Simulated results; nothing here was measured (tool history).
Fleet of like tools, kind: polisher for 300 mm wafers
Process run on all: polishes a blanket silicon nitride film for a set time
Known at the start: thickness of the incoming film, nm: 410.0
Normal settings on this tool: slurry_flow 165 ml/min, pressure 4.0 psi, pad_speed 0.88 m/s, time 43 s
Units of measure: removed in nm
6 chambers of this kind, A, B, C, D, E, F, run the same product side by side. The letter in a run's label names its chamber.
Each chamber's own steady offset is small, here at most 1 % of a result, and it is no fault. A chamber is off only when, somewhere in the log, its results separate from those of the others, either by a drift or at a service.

run   hour  slurry_flow  pressure  pad_speed  time  removed
 1B    6.1          165       4.0       0.88    43   74.485
 2C   11.8          165       4.0       0.88    43   75.107
 3D   17.1          165       4.0       0.88    43   74.356
      18.2  -- chamber C: worn pad replaced by a new one
 4A   21.8          165       4.0       0.88    43   74.411
 5E   28.3          165       4.0       0.88    43   74.638
 6F   34.8          165       4.0       1.14    36   78.639
      35.1  -- chamber E: slurry nozzle cleaned
 7A   38.1          165       4.0       1.14    36   76.810
      39.0  -- chamber B: worn pad replaced by a new one
      40.0  -- chamber E: worn pad replaced by a new one
 8B   41.5          165       4.0       1.14    36   76.611
      43.6  -- chamber A: worn pad replaced by a new one
 9C   44.6          165       4.0       1.14    36   77.419
      48.4  -- chamber F: worn pad replaced by a new one
10F   49.7          165       4.0       1.14    36   76.849
11E   53.4          165       4.0       1.14    36   79.271
12D   59.8          165       4.0       0.88    43   75.201
      61.8  -- chamber D: worn pad replaced by a new one
13B   63.8          165       4.0       0.88    43   74.667
14F   68.1          165       4.0       0.88    43   76.480
15C   73.4          165       4.0       0.88    43   75.714
16E   79.8          165       4.0       0.88    43   76.434
17D   83.1          165       4.0       0.88    43   75.423
      85.1  -- chamber A: slurry nozzle cleaned
18A   86.0          165       4.0       0.88    43   75.359
19B   88.8          165       4.0       0.88    43   76.234
      92.6  -- chamber C: worn pad replaced by a new one
20A   94.0          165       4.0       0.88    43   74.026
      98.5  -- chamber A: worn pad replaced by a new one
      99.4  -- chamber C: head pressure recalibrated
21C  100.2          200       4.0       0.88    43   77.299
22F  104.3          200       4.0       0.88    43   78.816
23E  107.6          200       4.0       0.88    43   77.762
24D  113.7          200       4.0       0.88    43   75.545
     117.9  -- chamber F: worn pad replaced by a new one
25A  119.3          200       4.0       0.88    43   77.260
     123.2  -- chamber E: worn pad replaced by a new one
26E  123.5          200       4.0       0.88    43   77.810
27B  127.3          165       4.0       0.88    43   74.466
28F  130.4          165       4.0       0.88    43   75.151
     135.7  -- chamber B: worn pad replaced by a new one
29D  136.8          165       4.0       0.88    43   73.946
     137.8  -- chamber D: worn pad replaced by a new one
30C  142.2          165       4.0       0.88    43   76.465
31F  145.2          165       4.0       0.88    56   99.331
     146.8  -- chamber A: worn pad replaced by a new one
32C  150.0          165       4.0       0.88    56   97.743
33D  156.3          165       4.0       0.88    56   96.647
34A  160.0          165       4.0       0.88    56   97.271
35E  165.8          165       4.0       0.88    56   99.070
36B  170.2          165       4.0       0.88    56   98.377
37F  175.2          165       4.0       0.88    43   75.766

One chamber off, gauge drift, or nothing amiss beyond the chambers' own small offsets? If it is a chamber, which one, and what is the likeliest cause?

All chambers stay in line apart from their small fixed offsets, and the gauge does not drift.

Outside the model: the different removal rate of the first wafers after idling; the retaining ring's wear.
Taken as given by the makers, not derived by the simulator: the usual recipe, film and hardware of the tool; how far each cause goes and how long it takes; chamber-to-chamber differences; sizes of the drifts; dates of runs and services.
